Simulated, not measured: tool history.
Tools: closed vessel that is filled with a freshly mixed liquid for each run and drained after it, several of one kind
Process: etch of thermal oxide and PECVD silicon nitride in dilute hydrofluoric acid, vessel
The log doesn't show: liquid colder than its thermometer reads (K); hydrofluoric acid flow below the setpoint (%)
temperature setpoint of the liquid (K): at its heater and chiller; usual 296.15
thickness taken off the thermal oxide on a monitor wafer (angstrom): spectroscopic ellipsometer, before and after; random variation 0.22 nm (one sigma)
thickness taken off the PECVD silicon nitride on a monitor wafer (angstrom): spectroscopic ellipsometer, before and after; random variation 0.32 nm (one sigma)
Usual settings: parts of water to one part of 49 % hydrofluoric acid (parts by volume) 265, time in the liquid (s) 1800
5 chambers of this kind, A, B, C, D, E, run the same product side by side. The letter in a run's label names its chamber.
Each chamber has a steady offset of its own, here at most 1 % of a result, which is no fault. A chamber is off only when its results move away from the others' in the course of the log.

| run | day | temperature setpoint of the liquid (K) | parts of water to one part of 49 % hydrofluoric acid (parts by volume) | time in the liquid (s) | hours since the thermometer was replaced | hours since the hydrofluoric acid flow meter was replaced | read-back film thickness of the thermal oxide reference wafer, read on the same gauge (nm) | read-back film thickness of the PECVD silicon nitride reference wafer, read on the same gauge (nm) | thickness taken off the thermal oxide on a monitor wafer (angstrom) | thickness taken off the PECVD silicon nitride on a monitor wafer (angstrom) |
|---|---|---|---|---|---|---|---|---|---|---|
| 1C | 0.504 | 296.15 | 265 | 1800 | 1948.4 | 1536.7 | 70.011 | 100.05 | 245 | 362.24 |
| 2D | 0.954 | 296.15 | 265 | 1800 | 917.9 | 1531.3 | 70.02 | 99.993 | 240.54 | 369.8 |
| 3E | 1.212 | 296.15 | 265 | 1800 | 1013.2 | 410.2 | 70.004 | 99.997 | 247 | 368.18 |
| 4A | 1.492 | 296.15 | 265 | 1800 | 212.7 | 1728.2 | 69.989 | 99.958 | 247.93 | 367.3 |
| 5B | 1.888 | 296.15 | 265 | 1800 | 502.2 | 1188.6 | 69.987 | 100.01 | 242.27 | 361.58 |
|  | 2.112 | chamber E: thermometer replaced |
| 6C | 2.325 | 296.15 | 265 | 1800 | 1992.1 | 1580.4 | 69.968 | 100.05 | 248.62 | 366.66 |
| 7D | 2.608 | 296.15 | 265 | 1800 | 957.6 | 1571 | 69.989 | 100.02 | 248.08 | 362.03 |
| 8A | 2.975 | 296.15 | 265 | 1800 | 248.3 | 1763.8 | 69.983 | 100.01 | 242.5 | 361.1 |
| 9B | 3.433 | 296.15 | 265 | 1800 | 539.3 | 1225.7 | 70.015 | 100 | 242.01 | 364.28 |
| 10E | 3.888 | 296.15 | 265 | 1800 | 42.7 | 474.4 | 69.998 | 100 | 245.38 | 365.71 |
|  | 4.192 | chamber D: thermometer replaced |
| 11C | 4.462 | 296.15 | 265 | 1800 | 2043.4 | 1631.7 | 69.99 | 100.04 | 244.67 | 363.41 |
| 12A | 4.783 | 296.15 | 265 | 1800 | 291.7 | 1807.2 | 70.002 | 99.98 | 244.84 | 363.01 |
| 13E | 5.279 | 296.15 | 265 | 1800 | 76.1 | 507.8 | 70.001 | 100.02 | 244.71 | 365.93 |
| 14B | 5.683 | 296.15 | 265 | 1800 | 593.3 | 1279.7 | 69.968 | 99.975 | 245.75 | 367.2 |
| 15D | 6.083 | 294.15 | 265 | 2265 | 45.4 | 1654.4 | 69.982 | 99.999 | 284 | 404.81 |
| 16C | 6.638 | 294.15 | 265 | 2265 | 2095.6 | 1683.9 | 69.986 | 100.01 | 283.81 | 400.47 |
|  | 6.854 | chamber C: hydrofluoric acid flow meter replaced |
| 17D | 7.054 | 294.15 | 265 | 2265 | 68.7 | 1677.7 | 69.999 | 100.02 | 285.54 | 404.49 |
| 18A | 7.325 | 294.15 | 265 | 2265 | 352.7 | 1868.2 | 69.993 | 100.03 | 287.9 | 403.16 |
| 19B | 7.746 | 294.15 | 265 | 2265 | 642.8 | 1329.2 | 69.968 | 99.994 | 288.55 | 407.82 |
| 20E | 8.096 | 296.15 | 265 | 1800 | 143.7 | 575.4 | 69.989 | 99.968 | 247.75 | 362.45 |
| 21E | 8.417 | 296.15 | 265 | 1800 | 151.4 | 583.1 | 69.975 | 99.984 | 248.75 | 364.05 |
| 22C | 8.696 | 296.15 | 265 | 1800 | 2145 | 44.3 | 70.016 | 99.967 | 243.67 | 353.13 |
|  | 8.788 | chamber A: hydrofluoric acid flow meter replaced |
| 23D | 9.254 | 296.15 | 265 | 1800 | 121.5 | 1730.5 | 69.996 | 100.01 | 246.12 | 367.98 |
| 24A | 9.738 | 296.15 | 265 | 1800 | 410.6 | 22.9 | 70.021 | 100.05 | 245.14 | 366.35 |
| 25B | 10.079 | 291.65 | 265 | 1800 | 698.8 | 1385.2 | 69.987 | 100.01 | 208.21 | 277.95 |
| 26E | 10.358 | 291.65 | 265 | 1800 | 198 | 629.7 | 70.01 | 99.98 | 210.19 | 270.64 |
| 27A | 10.792 | 291.65 | 265 | 1800 | 435.9 | 48.2 | 69.999 | 100.02 | 209.2 | 271.6 |
| 28B | 11.367 | 291.65 | 265 | 1800 | 729.7 | 1416.1 | 70.004 | 100.06 | 207.24 | 270.53 |
| 29D | 11.725 | 291.65 | 265 | 1800 | 180.8 | 1789.8 | 70.024 | 100 | 208.61 | 275.02 |
|  | 12.104 | chamber D: hydrofluoric acid flow meter replaced |
| 30C | 12.112 | 296.15 | 320 | 2670 | 2227 | 126.3 | 70.011 | 99.979 | 277.37 | 415.39 |
| 31C | 12.471 | 296.15 | 320 | 2670 | 2235.6 | 134.9 | 69.985 | 99.997 | 274.09 | 417.14 |
| 32E | 12.779 | 296.15 | 320 | 2670 | 256.1 | 687.8 | 69.996 | 100 | 284.56 | 452.24 |
| 33D | 13.279 | 296.15 | 320 | 2670 | 218.1 | 28.2 | 70.014 | 99.984 | 283.33 | 450.02 |

Next, every chamber runs the same settings. What will each give?
| 34A | 13.692 | 299.65 | 265 | 1800 |  |  |  |  | ? | ? |
| 34B | 13.692 | 299.65 | 265 | 1800 |  |  |  |  | ? | ? |
| 34C | 13.692 | 299.65 | 265 | 1800 |  |  |  |  | ? | ? |
| 34D | 13.692 | 299.65 | 265 | 1800 |  |  |  |  | ? | ? |
| 34E | 13.692 | 299.65 | 265 | 1800 |  |  |  |  | ? | ? |

| run | thickness taken off the thermal oxide on a monitor wafer (angstrom) | thickness taken off the PECVD silicon nitride on a monitor wafer (angstrom) |
|---|---|---|
| 34A | 281.04 | 457.82 |
| 34B | 276.49 | 449.14 |
| 34C | 262.76 | 416.71 |
| 34D | 281.51 | 454.98 |
| 34E | 276.99 | 450.04 |
